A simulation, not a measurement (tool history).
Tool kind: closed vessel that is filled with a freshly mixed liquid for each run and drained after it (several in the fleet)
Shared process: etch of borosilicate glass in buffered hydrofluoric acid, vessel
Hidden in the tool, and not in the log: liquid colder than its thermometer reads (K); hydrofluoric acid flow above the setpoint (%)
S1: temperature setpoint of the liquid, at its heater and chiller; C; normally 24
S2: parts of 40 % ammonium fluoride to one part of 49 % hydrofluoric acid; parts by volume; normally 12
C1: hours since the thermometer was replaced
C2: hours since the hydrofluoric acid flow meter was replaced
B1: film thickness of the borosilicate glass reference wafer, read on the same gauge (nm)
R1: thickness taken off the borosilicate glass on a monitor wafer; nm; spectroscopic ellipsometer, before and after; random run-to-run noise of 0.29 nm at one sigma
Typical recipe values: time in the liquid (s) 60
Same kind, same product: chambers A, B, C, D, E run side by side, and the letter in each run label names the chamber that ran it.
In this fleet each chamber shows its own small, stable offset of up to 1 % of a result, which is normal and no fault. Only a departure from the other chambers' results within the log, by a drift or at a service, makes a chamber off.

{"run": "1C", "hour": 3.1, "S1": 24, "S2": 12, "time in the liquid (s)": 60, "C1": 723.7, "C2": 1151.3, "B1": 70.009, "R1": 62.731}
{"run": "2D", "hour": 7.7, "S1": 24, "S2": 12, "time in the liquid (s)": 60, "C1": 1032.2, "C2": 290.7, "B1": 69.997, "R1": 62.56}
{"run": "3A", "hour": 12.3, "S1": 24, "S2": 12, "time in the liquid (s)": 60, "C1": 691.5, "C2": 1395.7, "B1": 70.012, "R1": 63.268}
{"run": "4B", "hour": 16.1, "S1": 24, "S2": 12, "time in the liquid (s)": 60, "C1": 1356, "C2": 1013.9, "B1": 69.994, "R1": 63.571}
{"run": "5E", "hour": 19.1, "S1": 24, "S2": 9.5, "time in the liquid (s)": 60, "C1": 293.5, "C2": 541.9, "B1": 70.018, "R1": 77.956}
{"run": "6D", "hour": 23.6, "S1": 24, "S2": 9.5, "time in the liquid (s)": 60, "C1": 1048.1, "C2": 306.6, "B1": 70.001, "R1": 77.632}
{"run": "7A", "hour": 26.2, "S1": 24, "S2": 9.5, "time in the liquid (s)": 60, "C1": 705.4, "C2": 1409.6, "B1": 69.981, "R1": 78.035}
{"run": "8E", "hour": 29.1, "S1": 24, "S2": 9.5, "time in the liquid (s)": 60, "C1": 303.5, "C2": 551.9, "B1": 70.01, "R1": 77.638}
{"run": "9B", "hour": 32.9, "S1": 24, "S2": 9.5, "time in the liquid (s)": 60, "C1": 1372.8, "C2": 1030.7, "B1": 70.003, "R1": 78.309}
{"run": "10C", "hour": 37.3, "S1": 24, "S2": 12, "time in the liquid (s)": 60, "C1": 757.9, "C2": 1185.5, "B1": 69.999, "R1": 62.588}
{"run": "11E", "hour": 40.6, "S1": 24, "S2": 12, "time in the liquid (s)": 60, "C1": 315, "C2": 563.4, "B1": 69.999, "R1": 62.017}
{"run": "12B", "hour": 45.0, "S1": 24, "S2": 12, "time in the liquid (s)": 60, "C1": 1384.9, "C2": 1042.8, "B1": 70.012, "R1": 63.351}
{"run": "13D", "hour": 47.9, "S1": 24, "S2": 12, "time in the liquid (s)": 60, "C1": 1072.4, "C2": 330.9, "B1": 69.986, "R1": 62.973}
{"run": "14C", "hour": 52.8, "S1": 25.5, "S2": 12, "time in the liquid (s)": 60, "C1": 773.4, "C2": 1201, "B1": 70.004, "R1": 67.605}
{"run": "15A", "hour": 57.6, "S1": 25.5, "S2": 12, "time in the liquid (s)": 60, "C1": 736.8, "C2": 1441, "B1": 70, "R1": 68.559}
{"run": "16B", "hour": 61.2, "S1": 25.5, "S2": 12, "time in the liquid (s)": 60, "C1": 1401.1, "C2": 1059, "B1": 70.003, "R1": 68.325}
{"run": "17D", "hour": 64.5, "S1": 25.5, "S2": 12, "time in the liquid (s)": 60, "C1": 1089, "C2": 347.5, "B1": 70.019, "R1": 68.309}
{"run": "18A", "hour": 67.5, "S1": 25.5, "S2": 12, "time in the liquid (s)": 60, "C1": 746.7, "C2": 1450.9, "B1": 69.987, "R1": 67.494}
{"run": "19C", "hour": 72.4, "S1": 28, "S2": 17, "time in the liquid (s)": 60, "C1": 793, "C2": 1220.6, "B1": 69.994, "R1": 54.535}
{"run": "20E", "hour": 76.5, "S1": 28, "S2": 17, "time in the liquid (s)": 60, "C1": 350.9, "C2": 599.3, "B1": 69.993, "R1": 55.116}
{"run": "21B", "hour": 79.6, "S1": 28, "S2": 17, "time in the liquid (s)": 60, "C1": 1419.5, "C2": 1077.4, "B1": 69.997, "R1": 55.245}
{"run": "22E", "hour": 82.8, "S1": 28, "S2": 17, "time in the liquid (s)": 60, "C1": 357.2, "C2": 605.6, "B1": 69.991, "R1": 54.818}
{"run": "23C", "hour": 86.8, "S1": 28, "S2": 17, "time in the liquid (s)": 60, "C1": 807.4, "C2": 1235, "B1": 69.987, "R1": 54.704}
{"run": "24A", "hour": 91.4, "S1": 24, "S2": 12, "time in the liquid (s)": 60, "C1": 770.6, "C2": 1474.8, "B1": 69.988, "R1": 62.423}
{"run": "25D", "hour": 94.0, "S1": 24, "S2": 12, "time in the liquid (s)": 60, "C1": 1118.5, "C2": 377, "B1": 70.001, "R1": 62.404}
{"run": "26D", "hour": 96.6, "S1": 24, "S2": 12, "time in the liquid (s)": 60, "C1": 1121.1, "C2": 379.6, "B1": 70.003, "R1": 62.658}
{"run": "27B", "hour": 101.1, "S1": 24, "S2": 12, "time in the liquid (s)": 60, "C1": 1441, "C2": 1098.9, "B1": 70.004, "R1": 63.226}
{"run": "28E", "hour": 105.1, "S1": 24, "S2": 12, "time in the liquid (s)": 60, "C1": 379.5, "C2": 627.9, "B1": 69.999, "R1": 62.15}
{"run": "29C", "hour": 109.8, "S1": 24, "S2": 12, "time in the liquid (s)": 60, "C1": 830.4, "C2": 1258, "B1": 70.003, "R1": 62.561}
{"run": "30A", "hour": 112.3, "S1": 24, "S2": 12, "time in the liquid (s)": 60, "C1": 791.5, "C2": 1495.7, "B1": 69.987, "R1": 62.9}
{"run": "31A", "hour": 116.9, "S1": 24, "S2": 12, "time in the liquid (s)": 60, "C1": 796.1, "C2": 1500.3, "B1": 70.003, "R1": 62.82}
{"run": "32C", "hour": 121.2, "S1": 24, "S2": 12, "time in the liquid (s)": 60, "C1": 841.8, "C2": 1269.4, "B1": 69.994, "R1": 62.115}
{"run": "33D", "hour": 125.6, "S1": 24, "S2": 12, "time in the liquid (s)": 60, "C1": 1150.1, "C2": 408.6, "B1": 69.985, "R1": 62.947}
{"run": "34B", "hour": 130.2, "S1": 24, "S2": 12, "time in the liquid (s)": 35, "C1": 1470.1, "C2": 1128, "B1": 69.992, "R1": 36.798}
{"run": "35E", "hour": 133.6, "S1": 24, "S2": 12, "time in the liquid (s)": 35, "C1": 408, "C2": 656.4, "B1": 70.005, "R1": 36.369}
{"run": "36E", "hour": 138.1, "S1": 24, "S2": 12, "time in the liquid (s)": 35, "C1": 412.5, "C2": 660.9, "B1": 70.003, "R1": 36.72}
{"run": "37B", "hour": 140.9, "S1": 24, "S2": 12, "time in the liquid (s)": 35, "C1": 1480.8, "C2": 1138.7, "B1": 69.999, "R1": 36.997}
{"run": "38C", "hour": 144.1, "S1": 24, "S2": 12, "time in the liquid (s)": 35, "C1": 864.7, "C2": 1292.3, "B1": 69.986, "R1": 36.773}

Predict what each chamber gives when all 5 of them run the settings below next.
{"run": "39A", "hour": 147.9, "S1": 21.5, "S2": 12, "time in the liquid (s)": 60, "R1": "?"}
{"run": "39B", "hour": 147.9, "S1": 21.5, "S2": 12, "time in the liquid (s)": 60, "R1": "?"}
{"run": "39C", "hour": 147.9, "S1": 21.5, "S2": 12, "time in the liquid (s)": 60, "R1": "?"}
{"run": "39D", "hour": 147.9, "S1": 21.5, "S2": 12, "time in the liquid (s)": 60, "R1": "?"}
{"run": "39E", "hour": 147.9, "S1": 21.5, "S2": 12, "time in the liquid (s)": 60, "R1": "?"}

run=39A R1=55.278
run=39B R1=55.179
run=39C R1=54.911
run=39D R1=54.16
run=39E R1=54.969

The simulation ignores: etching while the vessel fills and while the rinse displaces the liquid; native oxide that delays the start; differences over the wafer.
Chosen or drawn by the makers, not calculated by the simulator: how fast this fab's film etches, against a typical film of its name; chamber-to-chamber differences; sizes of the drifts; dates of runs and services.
